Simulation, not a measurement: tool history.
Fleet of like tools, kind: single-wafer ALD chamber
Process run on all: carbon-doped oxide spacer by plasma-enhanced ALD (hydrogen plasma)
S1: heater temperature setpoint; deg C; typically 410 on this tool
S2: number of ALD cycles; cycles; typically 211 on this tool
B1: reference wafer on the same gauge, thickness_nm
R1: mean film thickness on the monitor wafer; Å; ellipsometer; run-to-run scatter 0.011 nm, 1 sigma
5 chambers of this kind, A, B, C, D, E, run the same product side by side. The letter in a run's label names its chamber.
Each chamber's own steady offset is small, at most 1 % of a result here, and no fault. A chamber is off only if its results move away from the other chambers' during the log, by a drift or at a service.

Run 1C, hour 5.5: usual settings; B1 10.100. Result: R1 103.360 Å.
At hour 5.6: chamber A: thermocouple changed; heater temperature recalibrated.
Run 2B, hour 16.1: usual settings; B1 10.102. Result: R1 102.780 Å.
Run 3A, hour 22.8: usual settings; B1 10.103. Result: R1 103.210 Å.
Run 4E, hour 28.5: usual settings; B1 10.102. Result: R1 102.400 Å.
Run 5D, hour 40.3: usual settings; B1 10.106. Result: R1 103.350 Å.
Run 6C, hour 47.1: usual settings; B1 10.107. Result: R1 103.350 Å.
Run 7B, hour 52.9: usual settings; B1 10.109. Result: R1 103.070 Å.
Run 8E, hour 59.4: usual settings but S1 415 deg C, S2 248 cycles; B1 10.110. Result: R1 118.550 Å.
Run 9D, hour 65.2: usual settings but S1 415 deg C, S2 248 cycles; B1 10.108. Result: R1 119.590 Å.
Run 10A, hour 73.9: usual settings but S1 415 deg C, S2 248 cycles; B1 10.109. Result: R1 119.210 Å.
Run 11A, hour 82.4: usual settings but S1 415 deg C, S2 248 cycles; B1 10.111. Result: R1 119.230 Å.
Run 12C, hour 92.5: usual settings but S1 415 deg C, S2 248 cycles; B1 10.113. Result: R1 119.620 Å.
Run 13B, hour 100.3: usual settings; B1 10.113. Result: R1 102.790 Å.
Run 14D, hour 106.3: usual settings; B1 10.116. Result: R1 103.390 Å.
Run 15E, hour 111.8: usual settings; B1 10.114. Result: R1 102.490 Å.
Run 16B, hour 119.6: usual settings; B1 10.115. Result: R1 102.940 Å.
Run 17D, hour 131.3: usual settings; B1 10.118. Result: R1 103.690 Å.
Run 18E, hour 138.8: usual settings; B1 10.115. Result: R1 102.440 Å.
Run 19A, hour 145.0: usual settings; B1 10.117. Result: R1 103.130 Å.
Run 20C, hour 154.7: usual settings; B1 10.120. Result: R1 103.550 Å.
Run 21B, hour 165.6: usual settings; B1 10.118. Result: R1 102.980 Å.
Run 22C, hour 175.8: usual settings but S1 396 deg C, S2 175 cycles; B1 10.120. Result: R1 88.489 Å.
At hour 182.7: chamber E: thermocouple changed; heater temperature recalibrated.
Run 23A, hour 187.1: usual settings but S1 396 deg C, S2 175 cycles; B1 10.122. Result: R1 88.265 Å.
Run 24D, hour 193.5: usual settings but S1 396 deg C, S2 175 cycles; B1 10.123. Result: R1 88.575 Å.
Run 25E, hour 202.2: usual settings but S1 396 deg C, S2 175 cycles; B1 10.123. Result: R1 87.960 Å.
Run 26B, hour 213.8: usual settings but S1 396 deg C, S2 175 cycles; B1 10.127. Result: R1 87.962 Å.
Run 27E, hour 221.8: usual settings; B1 10.128. Result: R1 102.850 Å.
Run 28D, hour 229.8: usual settings; B1 10.125. Result: R1 103.680 Å.
Run 29A, hour 238.7: usual settings but S1 402 deg C, S2 173 cycles; B1 10.131. Result: R1 86.615 Å.
Run 30C, hour 249.6: usual settings but S1 402 deg C, S2 173 cycles; B1 10.132. Result: R1 87.074 Å.
Run 31E, hour 256.1: usual settings but S1 402 deg C, S2 173 cycles; B1 10.128. Result: R1 86.227 Å.
Run 32C, hour 262.4: usual settings but S1 402 deg C, S2 173 cycles; B1 10.129. Result: R1 87.255 Å.
Run 33D, hour 273.3: usual settings but S1 402 deg C, S2 173 cycles; B1 10.134. Result: R1 87.081 Å.
Run 34B, hour 283.4: usual settings; B1 10.137. Result: R1 103.020 Å.
Run 35A, hour 289.6: usual settings but S2 241 cycles; B1 10.136. Result: R1 117.720 Å.
Run 36A, hour 298.3: usual settings but S2 241 cycles; B1 10.134. Result: R1 117.830 Å.
Run 37B, hour 305.9: usual settings but S2 241 cycles; B1 10.138. Result: R1 117.820 Å.
Run 38D, hour 312.9: usual settings but S2 241 cycles; B1 10.136. Result: R1 118.370 Å.
Run 39E, hour 323.7: usual settings but S2 241 cycles; B1 10.139. Result: R1 117.430 Å.
Run 40C, hour 329.9: usual settings; B1 10.140. Result: R1 103.670 Å.
Run 41D, hour 341.6: usual settings; B1 10.142. Result: R1 103.860 Å.
Run 42B, hour 350.6: usual settings; B1 10.140. Result: R1 103.040 Å.
Run 43C, hour 357.0: usual settings; B1 10.140. Result: R1 103.880 Å.
Run 44E, hour 366.5: usual settings; B1 10.143. Result: R1 102.640 Å.

Has any chamber moved away from the others, gradually or after a service, or does the common gauge drift, or do the chambers differ only by their own small steady offsets? State the chamber and the most likely cause if one applies.

The shared gauge is drifting. All chambers look as if they move in step, but none is off.
Most likely cause: gauge reads high (%) = 0.446.
